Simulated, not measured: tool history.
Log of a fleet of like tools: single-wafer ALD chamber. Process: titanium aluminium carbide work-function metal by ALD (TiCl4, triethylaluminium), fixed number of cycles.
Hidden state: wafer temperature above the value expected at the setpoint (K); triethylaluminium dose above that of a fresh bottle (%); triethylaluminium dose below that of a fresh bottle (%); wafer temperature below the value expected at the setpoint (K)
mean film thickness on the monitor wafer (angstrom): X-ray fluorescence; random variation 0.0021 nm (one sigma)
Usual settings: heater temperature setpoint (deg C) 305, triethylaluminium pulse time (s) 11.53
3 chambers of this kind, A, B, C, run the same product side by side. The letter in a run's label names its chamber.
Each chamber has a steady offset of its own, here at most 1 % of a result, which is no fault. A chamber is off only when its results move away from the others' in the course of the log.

| run | hour | heater temperature setpoint (deg C) | triethylaluminium pulse time (s) | hours since the last thermocouple change | hours since the last triethylaluminium bottle change | read-back reference wafer on the same gauge, thickness_nm | mean film thickness on the monitor wafer (angstrom) |
|---|---|---|---|---|---|---|---|
| 1A | 4.9 | 305 | 11.53 | 1121.5 | 162.8 | 1.6598 | 20.769 |
| 2C | 9.1 | 305 | 11.53 | 1693.6 | 46.8 | 1.66 | 20.84 |
| 3B | 12.2 | 305 | 11.53 | 663.2 | 506.5 | 1.6597 | 20.782 |
| 4B | 17.1 | 305 | 11.53 | 668.1 | 511.4 | 1.6593 | 20.773 |
| 5C | 21.7 | 305 | 11.53 | 1706.2 | 59.4 | 1.6592 | 20.765 |
| 6A | 26.5 | 305 | 11.53 | 1143.1 | 184.4 | 1.6592 | 20.709 |
| 7C | 29.5 | 305 | 11.53 | 1714 | 67.2 | 1.6589 | 20.809 |
| 8B | 34 | 318 | 10.05 | 685 | 528.3 | 1.658 | 21.633 |
| 9A | 38.3 | 318 | 10.05 | 1154.9 | 196.2 | 1.6585 | 21.606 |
| 10A | 40.8 | 318 | 10.05 | 1157.4 | 198.7 | 1.6582 | 21.608 |
| 11C | 44.3 | 305 | 11.53 | 1728.8 | 82 | 1.6583 | 20.8 |
|  | 48.4 | chamber C: thermocouple changed; heater temperature recalibrated |
| 12B | 49.5 | 305 | 11.53 | 700.5 | 543.8 | 1.6578 | 20.774 |
| 13A | 53.5 | 305 | 11.53 | 1170.1 | 211.4 | 1.6574 | 20.673 |
| 14C | 56.7 | 305 | 11.53 | 8.3 | 94.4 | 1.6576 | 20.818 |
| 15B | 59.9 | 305 | 11.53 | 710.9 | 554.2 | 1.6568 | 20.741 |
| 16B | 62.5 | 305 | 11.53 | 713.5 | 556.8 | 1.6575 | 20.722 |
| 17C | 65.1 | 305 | 11.53 | 16.7 | 102.8 | 1.6573 | 20.81 |
| 18A | 70.1 | 305 | 11.53 | 1186.7 | 228 | 1.6568 | 20.724 |
| 19B | 75.2 | 305 | 11.53 | 726.2 | 569.5 | 1.6565 | 20.725 |
| 20A | 79.6 | 305 | 11.53 | 1196.2 | 237.5 | 1.6569 | 20.725 |
| 21C | 82.9 | 305 | 11.53 | 34.5 | 120.6 | 1.6565 | 20.752 |
| 22C | 86 | 305 | 11.53 | 37.6 | 123.7 | 1.6561 | 20.813 |
| 23B | 91.3 | 305 | 11.53 | 742.3 | 585.6 | 1.6559 | 20.726 |
| 24A | 96.5 | 305 | 11.53 | 1213.1 | 254.4 | 1.656 | 20.696 |
| 25C | 99.2 | 305 | 11.53 | 50.8 | 136.9 | 1.6556 | 20.784 |
| 26A | 101.7 | 305 | 11.53 | 1218.3 | 259.6 | 1.6557 | 20.729 |
| 27B | 104.4 | 305 | 11.53 | 755.4 | 598.7 | 1.6557 | 20.72 |
| 28C | 109.4 | 305 | 11.53 | 61 | 147.1 | 1.6556 | 20.802 |
| 29B | 114.3 | 315 | 11.53 | 765.3 | 608.6 | 1.6552 | 21.604 |
| 30A | 119.2 | 315 | 11.53 | 1235.8 | 277.1 | 1.6548 | 21.546 |
| 31A | 122.1 | 315 | 11.53 | 1238.7 | 280 | 1.6543 | 21.549 |
| 32C | 126.6 | 305 | 8.85 | 78.2 | 164.3 | 1.6547 | 20.135 |
| 33B | 130.8 | 305 | 8.85 | 781.8 | 625.1 | 1.6549 | 20.096 |
| 34A | 134.6 | 305 | 8.85 | 1251.2 | 292.5 | 1.6543 | 20.071 |
| 35C | 139.1 | 305 | 11.53 | 90.7 | 176.8 | 1.6546 | 20.76 |
| 36B | 144.1 | 305 | 11.53 | 795.1 | 638.4 | 1.6538 | 20.684 |
|  | 145 | chamber B: triethylaluminium bottle replaced |
| 37C | 149 | 305 | 11.53 | 100.6 | 186.7 | 1.6542 | 20.799 |
| 38A | 153.9 | 305 | 11.53 | 1270.5 | 311.8 | 1.6535 | 20.683 |
| 39B | 159.1 | 305 | 11.53 | 810.1 | 14.1 | 1.653 | 20.681 |

Is one chamber off against the others, does the gauge drift, or is nothing wrong? If a chamber is off, say which, and what the likeliest cause is.

The gauge drifts, so all chambers seem to drift together. No chamber is off.
Cause: gauge reads low (%) = 0.415.
